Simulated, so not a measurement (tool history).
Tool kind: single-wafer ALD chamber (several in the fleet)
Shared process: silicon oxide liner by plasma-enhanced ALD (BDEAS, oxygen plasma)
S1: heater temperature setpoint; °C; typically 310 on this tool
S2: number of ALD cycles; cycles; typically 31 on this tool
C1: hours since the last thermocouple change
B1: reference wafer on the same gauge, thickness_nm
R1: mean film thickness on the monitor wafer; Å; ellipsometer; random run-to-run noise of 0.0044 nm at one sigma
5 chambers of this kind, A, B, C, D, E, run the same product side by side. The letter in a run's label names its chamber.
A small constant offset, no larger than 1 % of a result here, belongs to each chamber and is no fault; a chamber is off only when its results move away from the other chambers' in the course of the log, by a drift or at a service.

run	day	S1	S2	C1	B1	R1
1E	0.421	310	31	797.4	2.4893	28.497
2A	1.008	310	31	660.2	2.4896	28.483
3B	1.304	310	31	1242.8	2.4876	28.332
4D	1.767	310	31	339.4	2.4881	28.633
5C	2.083	310	31	223.4	2.4879	28.252
6E	2.733	310	31	852.9	2.4879	28.516
7B	3.104	310	31	1286.0	2.4863	28.384
8C	3.433	310	31	255.8	2.4870	28.226
9A	3.912	310	31	729.9	2.4849	28.438
10D	4.400	310	31	402.6	2.4853	28.590
11C	5.012	310	31	293.7	2.4848	28.273
12D	5.308	310	31	424.4	2.4836	28.514
13E	5.667	310	31	923.3	2.4845	28.395
14A	6.229	310	31	785.5	2.4831	28.421
15B	6.788	310	31	1374.4	2.4818	28.301
16C	7.083	310	31	343.4	2.4827	28.203
17B	7.567	310	31	1393.1	2.4806	28.371
18A	8.029	310	31	828.7	2.4812	28.312
19D	8.438	319	28	499.5	2.4808	25.407
20E	9.079	319	28	1005.2	2.4795	25.321
21B	9.546	319	28	1440.6	2.4791	25.322
22E	10.117	319	28	1030.1	2.4776	25.312
23A	10.588	319	28	890.1	2.4791	25.268
24C	11.017	310	31	437.8	2.4781	28.174
25D	11.617	310	31	575.8	2.4775	28.428
26E	12.033	310	31	1076.1	2.4759	28.340
27D	12.454	310	31	595.9	2.4757	28.436
28B	13.062	310	31	1525.0	2.4771	28.281
29C	13.488	310	31	497.1	2.4760	28.167
30A	13.875	310	31	969.0	2.4744	28.386

Does one chamber stand apart from the rest, does the shared gauge drift, or is all well apart from small per-chamber offsets? Give the chamber and the most likely cause, where there is one.

None of the chambers is off. What moves is the gauge, dragging all their readings along together.
Cause: gauge reads low (%) = 0.635.

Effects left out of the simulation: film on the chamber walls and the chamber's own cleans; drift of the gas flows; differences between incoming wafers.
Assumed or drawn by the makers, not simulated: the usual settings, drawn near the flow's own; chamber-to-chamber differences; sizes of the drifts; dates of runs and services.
